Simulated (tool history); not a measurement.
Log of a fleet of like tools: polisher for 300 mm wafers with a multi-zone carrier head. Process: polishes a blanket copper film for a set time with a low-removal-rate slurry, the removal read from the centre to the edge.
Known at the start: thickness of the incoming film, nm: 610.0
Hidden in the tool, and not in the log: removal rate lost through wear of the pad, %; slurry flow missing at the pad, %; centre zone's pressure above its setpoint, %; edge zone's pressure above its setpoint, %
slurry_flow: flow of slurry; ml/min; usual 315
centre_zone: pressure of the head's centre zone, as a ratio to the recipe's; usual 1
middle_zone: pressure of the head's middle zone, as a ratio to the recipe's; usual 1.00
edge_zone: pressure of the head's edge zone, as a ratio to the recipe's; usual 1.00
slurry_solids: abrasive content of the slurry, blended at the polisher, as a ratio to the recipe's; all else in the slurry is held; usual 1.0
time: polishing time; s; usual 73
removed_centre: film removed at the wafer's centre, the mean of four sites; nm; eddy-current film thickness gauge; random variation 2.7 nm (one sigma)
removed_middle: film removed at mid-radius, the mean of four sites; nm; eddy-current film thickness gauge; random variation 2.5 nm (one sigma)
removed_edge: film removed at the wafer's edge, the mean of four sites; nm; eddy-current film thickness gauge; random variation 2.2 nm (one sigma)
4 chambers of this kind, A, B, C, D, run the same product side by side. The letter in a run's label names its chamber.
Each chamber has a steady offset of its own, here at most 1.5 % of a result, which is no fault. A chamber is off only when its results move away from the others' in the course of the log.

run   hour  slurry_flow  centre_zone  middle_zone  edge_zone  slurry_solids  time  wafers polished on this pad  hours since the slurry nozzle was cleaned  hours since the centre zone pressure was calibrated  hours since the edge zone pressure was calibrated  removed_centre  removed_middle  removed_edge
 1B    6.4          315            1         1.00       1.00            1.0    73                          165                                       35.3                                                481.4                                              114.2          212.39          212.26        212.35
 2A   14.3          315            1         1.00       1.00            1.0    73                          274                                      310.8                                                 96.3                                              234.4          218.19          223.74        215.74
 3D   25.2          315            1         1.00       1.00            1.0    73                          698                                      199.5                                               1012.4                                              818.0          221.35          219.66        217.27
 4C   38.7          315            1         1.00       1.00            1.0    73                          861                                      716.1                                                361.1                                              739.0          214.12          216.21        218.05
 5C   51.9          315            1         1.00       1.00            1.0    73                          957                                      729.3                                                374.3                                              752.2          211.99          215.79        216.25
      57.9  -- chamber D: worn pad replaced by a new one
 6D   59.2          315            1         1.00       1.00            1.0    73                            9                                      233.5                                               1046.4                                              852.0          217.86          218.08        216.09
 7B   68.7          315            1         1.00       1.00            1.0    73                          617                                       97.6                                                543.7                                              176.5          217.11          216.71        212.26
      74.5  -- chamber A: worn pad replaced by a new one
 8A   81.3          390            1         1.07       1.00            1.0    73                           49                                      377.8                                                163.3                                              301.4          224.58          233.75        224.18
      84.0  -- chamber A: slurry nozzle cleaned
      84.8  -- chamber B: worn pad replaced by a new one
      89.2  -- chamber C: slurry nozzle cleaned
      89.4  -- chamber C: worn pad replaced by a new one
 9B   90.6          390            1         1.07       1.00            1.0    73                           42                                      119.5                                                565.6                                              198.4          222.62          233.17        218.53
10C  102.0          390            1         1.07       1.00            1.0    73                           91                                       12.9                                                424.4                                              802.3          218.73          236.84        225.19
11D  115.3          390            1         1.07       1.00            1.0    73                          416                                      289.6                                               1102.5                                              908.1          222.17          233.57        221.16
12A  121.5          315            1         1.00       1.00            1.0    73                          341                                       37.5                                                203.5                                              341.6          217.65          214.77        217.39
     128.4  -- chamber D: edge zone pressure recalibrated
     128.8  -- chamber D: centre zone pressure recalibrated
13C  129.5          315            1         1.00       1.00            1.1    73                          291                                       40.4                                                451.9                                              829.8          219.47          216.66        223.39
14D  142.9          315            1         1.00       1.00            1.1    73                          616                                      317.2                                                 14.1                                               14.5          250.36          224.14        219.20
15B  152.3          315            1         1.00       1.00            1.1    73                          490                                      181.2                                                627.3                                              260.1          221.59          225.70        220.72
     161.5  -- chamber A: worn pad replaced by a new one
16A  165.9          315            1         1.00       1.00            1.1    73                           32                                       81.9                                                247.9                                              386.0          224.02          224.71        221.18
     171.5  -- chamber C: centre zone pressure recalibrated
17D  172.0          315            1         1.00       1.00            1.0    73                          827                                      346.3                                                 43.2                                               43.6          244.66          216.65        215.65
     177.1  -- chamber B: worn pad replaced by a new one
18C  178.3          315            1         1.00       1.00            1.0    73                          645                                       89.2                                                  6.9                                              878.6          215.75          215.50        219.14
     182.9  -- chamber D: worn pad replaced by a new one
19B  189.3          315            1         1.00       1.00            1.0    73                           88                                      218.2                                                664.3                                              297.1          221.03          216.99        215.71
20A  195.8          315            1         1.00       1.00            1.0    73                          249                                      111.8                                                277.8                                              415.9          211.98          221.93        215.88
21B  204.7          315            1         1.00       1.00            1.0    73                          200                                      233.6                                                679.7                                              312.5          218.31          212.92        215.14
22D  212.7          315            1         1.00       1.00            1.0    73                          216                                      387.0                                                 83.9                                               84.3          242.03          221.63        221.15
23C  222.8          315            1         1.00       1.00            1.0    73                          968                                      133.7                                                 51.4                                              923.1          208.60          216.52        218.57
     225.5  -- chamber B: centre zone pressure recalibrated
     229.1  -- chamber C: worn pad replaced by a new one
24A  230.6          315            1         1.00       1.00            1.0    73                          501                                      146.6                                                312.6                                              450.7          218.79          220.09        217.95
     231.3  -- chamber D: slurry nozzle cleaned
25A  238.4          315            1         1.00       1.00            1.0    73                          558                                      154.4                                                320.4                                              458.5          210.54          219.49        216.98
26C  246.4          315            1         1.05       1.00            1.0    73                          125                                      157.3                                                 75.0                                              946.7          214.94          226.98        217.60
     259.1  -- chamber A: worn pad replaced by a new one
27B  260.4          315            1         1.05       1.00            1.0    73                          604                                      289.3                                                 35.0                                              368.2          220.23          223.99        217.20
     273.8  -- chamber B: worn pad replaced by a new one
28D  273.9          315            1         1.05       1.00            1.0    73                          660                                       42.6                                                145.1                                              145.5          248.49          229.55        216.00
29D  280.7          315            1         1.05       1.00            1.0    73                          709                                       49.4                                                151.9                                              152.3          241.06          226.30        219.97
30B  286.8          315            1         1.00       0.89            1.0    73                           94                                      315.7                                                 61.4                                              394.6          216.15          210.97        204.67
     292.4  -- chamber A: centre zone pressure recalibrated
31C  299.7          315            1         1.00       0.89            1.0    73                          512                                      210.6                                                128.3                                             1000.0          211.89          215.18        204.53
32A  313.7          315            1         1.00       0.89            1.0    73                          396                                      229.7                                                 21.3                                              533.8          219.11          218.34        201.51
33C  322.7          315            1         1.00       0.89            1.0    73                          679                                      233.6                                                151.3                                             1023.0          213.90          218.74        206.60

Next, every chamber runs the same settings. What will each give?
34A  332.7          315            1         0.94       1.00            1.0    73                                                                                                                                                                                               ?               ?             ?
34B  332.7          315            1         0.94       1.00            1.0    73                                                                                                                                                                                               ?               ?             ?
34C  332.7          315            1         0.94       1.00            1.0    73                                                                                                                                                                                               ?               ?             ?
34D  332.7          315            1         0.94       1.00            1.0    73                                                                                                                                                                                               ?               ?             ?

run  removed_centre  removed_middle  removed_edge
34A          215.17          207.73        216.96
34B          217.60          202.50        213.39
34C          217.51          206.44        214.29
34D          243.92          205.43        221.11

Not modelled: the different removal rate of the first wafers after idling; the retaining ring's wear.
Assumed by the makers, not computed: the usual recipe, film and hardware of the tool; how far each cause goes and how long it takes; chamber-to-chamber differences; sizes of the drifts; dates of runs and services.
